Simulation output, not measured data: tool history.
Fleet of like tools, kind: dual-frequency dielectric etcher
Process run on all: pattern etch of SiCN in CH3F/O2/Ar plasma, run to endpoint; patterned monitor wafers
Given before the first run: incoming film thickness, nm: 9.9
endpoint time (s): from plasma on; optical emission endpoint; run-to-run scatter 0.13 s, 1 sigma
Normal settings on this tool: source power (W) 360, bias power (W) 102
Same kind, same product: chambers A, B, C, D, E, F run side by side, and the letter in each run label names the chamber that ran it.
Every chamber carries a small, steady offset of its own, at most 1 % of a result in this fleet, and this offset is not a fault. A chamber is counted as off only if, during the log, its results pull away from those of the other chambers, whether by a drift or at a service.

run,day,source power (W),bias power (W),endpoint time (s)
1D,0.142,360,102,23.774
2E,0.312,360,102,23.946
3C,0.479,360,102,24.27
4B,0.617,360,102,24.107
5A,0.783,360,102,24.353
6F,1.038,360,102,24.171
7B,1.296,360,102,24.066
8E,1.521,360,102,24.083
9D,1.812,360,102,23.969
10C,1.958,360,102,24.093
11F,2.175,360,102,24.113
# day 2.279: chamber B: wet clean of the chamber
12A,2.342,360,102,24.123
# day 2.55: chamber E: wet clean of the chamber
13B,2.596,360,102,24.179
14D,2.825,360,102,24.037
15A,3.054,360,102,24.201
16E,3.225,360,102,24.006
17C,3.408,360,102,24.357
18F,3.554,360,102,24.157
19D,3.758,360,102,23.954
20E,3.888,360,102,24.281
21C,4.171,360,102,24.617
22A,4.383,440,85,24.091
23F,4.642,440,85,23.795
24B,4.771,440,85,23.881
25D,5.021,440,85,23.852
26B,5.229,440,85,23.751
27C,5.396,440,85,24.702
28F,5.579,360,102,24.234
29E,5.808,310,86,26.972
30A,5.958,310,86,27.421
31B,6.175,310,86,27.268
32A,6.329,310,86,27.272
33C,6.471,310,86,28.527
# day 6.538: chamber D: wet clean of the chamber
34E,6.742,310,86,27.139
35D,6.9,360,102,24.181
36F,7.179,360,102,24.065

Does one chamber stand apart from the rest, does the shared gauge drift, or is all well apart from small per-chamber offsets? Give the chamber and the most likely cause, where there is one.

Chamber C drifts away from the others.
Likeliest cause: etch rate under this chamber's usual, % = 4.93.

Below are 4 candidate recipes for chamber C's next run, each the usual settings with a change, their results shown as question marks. Which of them brings C's results back in line with what the other chambers give on the usual settings?
In line here means within this much of the mean the other chambers give on the usual settings: endpoint time (s) 0.45
37C-1,7.392,380,109,?
37C-2,7.392,340,95,?
37C-3,7.392,450,102,?
37C-4,7.392,320,89,?

Average result of the remaining chambers running the usual settings: endpoint time (s) 24.138
run,endpoint time (s)
37C-1,24.321
37C-2,26.723
37C-3,23.425
37C-4,28.022
37C-1 puts the chamber back in line with the other chambers.

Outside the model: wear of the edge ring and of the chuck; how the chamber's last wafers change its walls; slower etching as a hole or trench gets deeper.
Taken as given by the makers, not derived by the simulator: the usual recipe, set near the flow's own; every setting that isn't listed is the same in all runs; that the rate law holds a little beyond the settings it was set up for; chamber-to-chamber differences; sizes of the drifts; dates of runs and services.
